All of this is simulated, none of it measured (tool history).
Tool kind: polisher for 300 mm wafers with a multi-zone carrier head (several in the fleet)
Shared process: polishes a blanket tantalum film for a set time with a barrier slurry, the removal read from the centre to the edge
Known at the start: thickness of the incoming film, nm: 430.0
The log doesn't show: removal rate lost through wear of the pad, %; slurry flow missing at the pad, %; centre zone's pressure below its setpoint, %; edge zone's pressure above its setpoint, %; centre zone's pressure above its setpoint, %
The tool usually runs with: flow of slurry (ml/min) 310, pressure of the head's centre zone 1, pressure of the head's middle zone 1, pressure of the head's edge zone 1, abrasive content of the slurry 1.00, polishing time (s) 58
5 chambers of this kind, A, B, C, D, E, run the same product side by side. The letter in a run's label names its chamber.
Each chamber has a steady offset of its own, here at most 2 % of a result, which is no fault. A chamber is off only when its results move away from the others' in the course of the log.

run,day,flow of slurry (ml/min),pressure of the head's centre zone,pressure of the head's middle zone,pressure of the head's edge zone,abrasive content of the slurry,polishing time (s),wafers polished on this pad,hours since the slurry nozzle was cleaned,hours since the centre zone pressure was calibrated,hours since the edge zone pressure was calibrated,film removed at the wafer's centre (angstrom),film removed at mid-radius (angstrom),film removed at the wafer's edge (angstrom)
1C,0.142,310,1,1,1,1.00,58,488,733.8,481.8,1313.6,824.79,815.91,829.16
# day 0.188: chamber A: worn pad replaced by a new one
# day 0.308: chamber C: edge zone pressure recalibrated
2B,0.321,310,1,1,1,1.00,58,511,424.0,501.9,10.7,836.98,821.58,823.55
3E,0.408,310,1,1,1,1.00,58,980,198.0,1049.8,270.9,820.53,824.62,821.28
# day 0.417: chamber B: worn pad replaced by a new one
4A,0.488,310,1,1,1,1.00,58,89,255.6,841.7,570.6,841.62,832.14,833.04
# day 0.608: chamber D: worn pad replaced by a new one
5D,0.658,310,1,1,1,1.00,58,15,398.1,69.6,866.5,839.59,830.84,832.19
6B,0.838,310,1,1,1,1.15,73,125,436.4,514.3,23.1,1097.70,1119.60,1093.30
7E,0.942,310,1,1,1,1.15,73,1139,210.8,1062.6,283.7,1124.00,1065.00,1076.50
8A,1.038,310,1,1,1,1.15,73,252,268.8,854.9,583.8,1104.60,1081.30,1096.70
# day 1.042: chamber A: edge zone pressure recalibrated
9C,1.112,310,1,1,1,1.15,73,777,757.1,505.1,19.3,1071.10,1085.50,1072.70
# day 1.254: chamber C: slurry nozzle cleaned
10D,1.288,310,1,1,1,1.15,73,202,413.2,84.7,881.6,1111.50,1105.00,1079.40
11D,1.400,310,1,1,1,1.00,58,236,415.9,87.4,884.3,849.70,834.79,837.92
12A,1.504,310,1,1,1,1.00,58,391,280.0,866.1,11.1,843.09,840.59,846.69
# day 1.542: chamber E: worn pad replaced by a new one
13E,1.588,235,1,1,1,1.00,69,14,226.3,1078.1,299.2,963.41,979.03,961.95
14C,1.750,235,1,1,1,1.00,69,966,12.0,520.4,34.6,984.88,941.52,970.88
15B,1.900,235,1,1,1,1.00,69,441,461.9,539.8,48.6,939.35,977.83,958.33
# day 2.025: chamber B: worn pad replaced by a new one
16D,2.054,235,1,1,1,1.00,69,430,431.6,103.1,900.0,960.55,977.07,965.16
17C,2.192,235,1,1,1,1.00,69,1098,22.6,531.0,45.2,978.22,959.46,963.85
18B,2.304,310,1,1,1,1.00,58,83,471.6,549.5,58.3,833.92,832.16,834.77
19A,2.396,310,1,1,1,1.00,58,656,301.4,887.5,32.5,826.77,847.19,847.40
20E,2.575,310,1,1,1,1.00,58,308,250.0,1101.8,322.9,831.64,816.36,814.94
21B,2.692,310,1,1,1,1.00,58,198,480.9,558.8,67.6,826.95,833.58,827.49
22A,2.804,310,1,1,1,1.00,58,777,311.2,897.3,42.3,831.66,842.44,852.57
# day 2.900: chamber A: centre zone pressure recalibrated
23C,2.917,345,1,1,1,1.15,58,1313,40.0,548.4,62.6,864.23,875.08,863.09
# day 3.033: chamber C: worn pad replaced by a new one
24E,3.067,345,1,1,1,1.15,58,454,261.8,1113.6,334.7,882.63,863.97,859.21
# day 3.125: chamber D: worn pad replaced by a new one
25D,3.196,345,1,1,1,1.15,58,21,459.0,130.5,927.4,882.11,878.23,872.24
26C,3.329,345,1,1,1,1.15,58,88,49.9,558.3,72.5,873.63,876.73,855.56
27D,3.500,345,1,1,1,1.15,58,112,466.3,137.8,934.7,894.75,866.63,863.72
28A,3.592,310,1,1,1,1.00,58,1011,330.1,16.7,61.2,731.61,846.09,841.57
29B,3.704,310,1,1,1,1.00,58,499,505.2,583.1,91.9,824.38,840.84,826.79
# day 3.729: chamber B: worn pad replaced by a new one
# day 3.792: chamber A: worn pad replaced by a new one
30E,3.808,310,1,1,1,1.00,58,674,279.6,1131.4,352.5,837.23,829.39,815.33
31D,3.971,310,1,1,1,1.00,58,252,477.6,149.1,946.0,871.31,838.55,839.95
32B,4.108,310,1,1,1,1.00,58,113,514.9,592.8,101.6,846.91,848.69,826.62
33A,4.233,310,1,1,1,1.00,58,131,345.5,32.1,76.6,730.00,853.70,837.26
# day 4.325: chamber B: centre zone pressure recalibrated
34E,4.362,310,1,1,1,1.00,58,839,292.9,1144.7,365.8,844.76,833.52,811.27
35C,4.471,310,1,1,1,1.00,58,427,77.3,585.7,99.9,844.55,824.31,822.83
36D,4.608,310,1,1,1,1.00,58,441,492.9,164.4,961.3,854.05,833.74,827.19
37A,4.783,310,1,1,1,0.70,46,294,358.7,45.3,89.8,521.85,594.49,597.31
38B,4.908,310,1,1,1,0.70,46,350,534.1,14.0,120.8,583.91,588.21,575.43
39C,5.062,310,1,1,1,0.70,46,603,91.5,599.9,114.1,598.43,594.67,585.18
40E,5.179,310,1,1,1,0.70,46,1082,312.5,1164.3,385.4,584.69,586.27,588.13
41E,5.308,310,1,1,1,0.70,46,1120,315.6,1167.4,388.5,601.33,583.41,579.53
# day 5.454: chamber D: worn pad replaced by a new one
42D,5.483,310,1,1,1,1.00,58,9,513.9,185.4,982.3,858.68,841.24,831.16
43C,5.654,310,1,1,1,1.00,58,779,105.7,614.1,128.3,835.09,829.64,833.21

One chamber off, gauge drift, or nothing amiss beyond the chambers' own small offsets? If it is a chamber, which one, and what is the likeliest cause?

Chamber A came out of a service off from its peers and stayed that way.
Cause: centre zone's pressure below its setpoint, % = 11.2.

Here are 4 candidates for chamber A's next run, each the usual settings with a change, their results left as question marks. Which one brings its results back in line with what the others give on the usual settings?
Allowed miss from the other chambers' usual-settings mean, per result, to count as in line: film removed at the wafer's centre (angstrom) 43.00; film removed at mid-radius (angstrom) 31.00; film removed at the wafer's edge (angstrom) 24.00
44A-1,5.783,300,0.89,1.01,1.04,1.00,58,,,,,?,?,?
44A-2,5.783,320,1.11,0.99,0.96,1.00,58,,,,,?,?,?
44A-3,5.783,335,1.17,0.95,0.87,1.00,60,,,,,?,?,?
44A-4,5.783,295,0.83,1.02,1.08,1.00,58,,,,,?,?,?

Other chambers, usual settings, mean: film removed at the wafer's centre (angstrom) 832.39; film removed at mid-radius (angstrom) 832.35; film removed at the wafer's edge (angstrom) 825.72
run,film removed at the wafer's centre (angstrom),film removed at mid-radius (angstrom),film removed at the wafer's edge (angstrom)
44A-1,647.97,839.56,858.52
44A-2,831.06,828.70,827.08
44A-3,914.04,829.07,816.89
44A-4,598.48,845.91,875.03
The answer is 44A-2, which returns the chamber to within the allowed miss of the others.
